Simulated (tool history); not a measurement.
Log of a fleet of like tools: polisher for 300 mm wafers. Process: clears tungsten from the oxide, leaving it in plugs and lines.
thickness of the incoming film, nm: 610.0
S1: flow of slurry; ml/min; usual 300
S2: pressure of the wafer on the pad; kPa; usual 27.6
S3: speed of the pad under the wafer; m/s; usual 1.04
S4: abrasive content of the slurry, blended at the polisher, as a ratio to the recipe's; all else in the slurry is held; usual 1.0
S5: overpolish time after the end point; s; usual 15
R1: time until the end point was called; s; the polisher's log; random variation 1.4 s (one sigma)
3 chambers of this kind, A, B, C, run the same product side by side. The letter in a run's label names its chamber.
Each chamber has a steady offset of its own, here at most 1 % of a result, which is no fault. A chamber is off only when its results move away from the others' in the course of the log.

{"hour": 6.7, "done": "chamber B: slurry tank refilled with fresh slurry and peroxide"}
{"run": "1A", "hour": 9.7, "S1": 300, "S2": 27.6, "S3": 1.04, "S4": 1.0, "S5": 15, "R1": 104.18}
{"hour": 11.3, "done": "chamber B: worn pad replaced by a new one"}
{"run": "2B", "hour": 19.7, "S1": 300, "S2": 27.6, "S3": 1.04, "S4": 1.0, "S5": 15, "R1": 103.18}
{"run": "3C", "hour": 35.6, "S1": 300, "S2": 27.6, "S3": 1.04, "S4": 1.0, "S5": 15, "R1": 104.5}
{"hour": 45.4, "done": "chamber A: worn pad replaced by a new one"}
{"hour": 47.1, "done": "chamber B: slurry blender recalibrated"}
{"hour": 47.4, "done": "chamber C: slurry blender recalibrated"}
{"run": "4C", "hour": 51.6, "S1": 300, "S2": 27.6, "S3": 1.04, "S4": 1.0, "S5": 15, "R1": 106.15}
{"hour": 53.6, "done": "chamber A: slurry tank refilled with fresh slurry and peroxide"}
{"hour": 60.1, "done": "chamber C: slurry tank refilled with fresh slurry and peroxide"}
{"run": "5A", "hour": 66.0, "S1": 300, "S2": 27.6, "S3": 1.04, "S4": 1.0, "S5": 15, "R1": 101.92}
{"run": "6B", "hour": 75.0, "S1": 230, "S2": 27.6, "S3": 1.04, "S4": 0.8, "S5": 15, "R1": 110.3}
{"run": "7A", "hour": 83.1, "S1": 230, "S2": 27.6, "S3": 1.04, "S4": 0.8, "S5": 15, "R1": 113.24}
{"run": "8C", "hour": 90.7, "S1": 230, "S2": 27.6, "S3": 1.04, "S4": 0.8, "S5": 15, "R1": 109.16}
{"hour": 91.6, "done": "chamber B: slurry nozzle cleaned"}
{"run": "9B", "hour": 100.1, "S1": 300, "S2": 27.6, "S3": 1.04, "S4": 1.0, "S5": 15, "R1": 103.39}
{"hour": 103.4, "done": "chamber B: slurry tank refilled with fresh slurry and peroxide"}
{"run": "10C", "hour": 107.5, "S1": 300, "S2": 27.6, "S3": 1.04, "S4": 1.0, "S5": 15, "R1": 101.75}
{"run": "11A", "hour": 117.5, "S1": 300, "S2": 27.6, "S3": 1.04, "S4": 1.0, "S5": 15, "R1": 105.75}
{"hour": 118.3, "done": "chamber A: slurry tank refilled with fresh slurry and peroxide"}
{"run": "12B", "hour": 130.4, "S1": 300, "S2": 27.6, "S3": 1.04, "S4": 1.0, "S5": 15, "R1": 102.66}
{"run": "13A", "hour": 146.0, "S1": 300, "S2": 27.6, "S3": 0.82, "S4": 1.0, "S5": 15, "R1": 135.25}
{"hour": 151.3, "done": "chamber C: worn pad replaced by a new one"}
{"hour": 154.1, "done": "chamber C: slurry blender recalibrated"}
{"run": "14C", "hour": 162.2, "S1": 300, "S2": 27.6, "S3": 0.82, "S4": 1.0, "S5": 15, "R1": 132.2}
{"hour": 166.0, "done": "chamber A: worn pad replaced by a new one"}
{"run": "15B", "hour": 170.1, "S1": 300, "S2": 27.6, "S3": 0.82, "S4": 1.0, "S5": 15, "R1": 133.59}
{"hour": 171.9, "done": "chamber C: slurry nozzle cleaned"}
{"run": "16A", "hour": 177.9, "S1": 300, "S2": 27.6, "S3": 1.04, "S4": 1.0, "S5": 15, "R1": 101.61}
{"hour": 178.9, "done": "chamber A: slurry blender recalibrated"}
{"run": "17B", "hour": 185.2, "S1": 300, "S2": 27.6, "S3": 1.04, "S4": 1.0, "S5": 15, "R1": 102.55}
{"hour": 185.3, "done": "chamber A: slurry tank refilled with fresh slurry and peroxide"}
{"run": "18C", "hour": 193.9, "S1": 300, "S2": 27.6, "S3": 1.04, "S4": 1.0, "S5": 15, "R1": 102.92}
{"run": "19A", "hour": 202.0, "S1": 300, "S2": 27.6, "S3": 1.04, "S4": 1.0, "S5": 15, "R1": 104.65}
{"run": "20B", "hour": 211.9, "S1": 300, "S2": 27.6, "S3": 1.04, "S4": 1.0, "S5": 15, "R1": 100.74}
{"hour": 212.2, "done": "chamber B: slurry tank refilled with fresh slurry and peroxide"}
{"hour": 214.2, "done": "chamber B: head pressure recalibrated"}
{"run": "21C", "hour": 221.5, "S1": 300, "S2": 27.6, "S3": 1.04, "S4": 1.0, "S5": 15, "R1": 104.83}
{"hour": 222.7, "done": "chamber B: slurry blender recalibrated"}
{"hour": 223.5, "done": "chamber B: worn pad replaced by a new one"}
{"hour": 231.2, "done": "chamber A: slurry nozzle cleaned"}
{"run": "22A", "hour": 234.4, "S1": 300, "S2": 27.6, "S3": 1.04, "S4": 1.0, "S5": 15, "R1": 104.08}
{"run": "23C", "hour": 241.5, "S1": 300, "S2": 27.6, "S3": 1.04, "S4": 1.0, "S5": 15, "R1": 102.06}
{"hour": 249.2, "done": "chamber C: slurry tank refilled with fresh slurry and peroxide"}
{"hour": 250.2, "done": "chamber A: slurry tank refilled with fresh slurry and peroxide"}
{"run": "24B", "hour": 257.6, "S1": 300, "S2": 27.6, "S3": 1.04, "S4": 1.0, "S5": 15, "R1": 92.0}
{"run": "25C", "hour": 266.3, "S1": 300, "S2": 30.3, "S3": 1.04, "S4": 1.0, "S5": 15, "R1": 94.74}
{"run": "26A", "hour": 278.3, "S1": 300, "S2": 30.3, "S3": 1.04, "S4": 1.0, "S5": 15, "R1": 93.842}
{"hour": 283.3, "done": "chamber C: slurry blender recalibrated"}
{"run": "27B", "hour": 291.6, "S1": 300, "S2": 30.3, "S3": 1.04, "S4": 1.0, "S5": 15, "R1": 84.306}
{"hour": 303.1, "done": "chamber B: slurry tank refilled with fresh slurry and peroxide"}
{"run": "28B", "hour": 304.0, "S1": 300, "S2": 27.6, "S3": 1.04, "S4": 1.0, "S5": 15, "R1": 91.065}
{"hour": 306.3, "done": "chamber A: worn pad replaced by a new one"}
{"hour": 310.8, "done": "chamber C: worn pad replaced by a new one"}
{"run": "29C", "hour": 315.0, "S1": 300, "S2": 27.6, "S3": 1.04, "S4": 1.0, "S5": 15, "R1": 102.38}
{"hour": 317.5, "done": "chamber A: slurry tank refilled with fresh slurry and peroxide"}
{"run": "30A", "hour": 329.0, "S1": 300, "S2": 27.6, "S3": 1.24, "S4": 1.0, "S5": 15, "R1": 86.685}
{"run": "31C", "hour": 340.1, "S1": 300, "S2": 27.6, "S3": 1.24, "S4": 1.0, "S5": 15, "R1": 85.423}

Next, every chamber runs the same settings. What will each give?
{"run": "32A", "hour": 351.9, "S1": 300, "S2": 27.6, "S3": 1.04, "S4": 1.0, "S5": 15, "R1": "?"}
{"run": "32B", "hour": 351.9, "S1": 300, "S2": 27.6, "S3": 1.04, "S4": 1.0, "S5": 15, "R1": "?"}
{"run": "32C", "hour": 351.9, "S1": 300, "S2": 27.6, "S3": 1.04, "S4": 1.0, "S5": 15, "R1": "?"}

run=32A R1=101.410
run=32B R1=95.159
run=32C R1=102.660
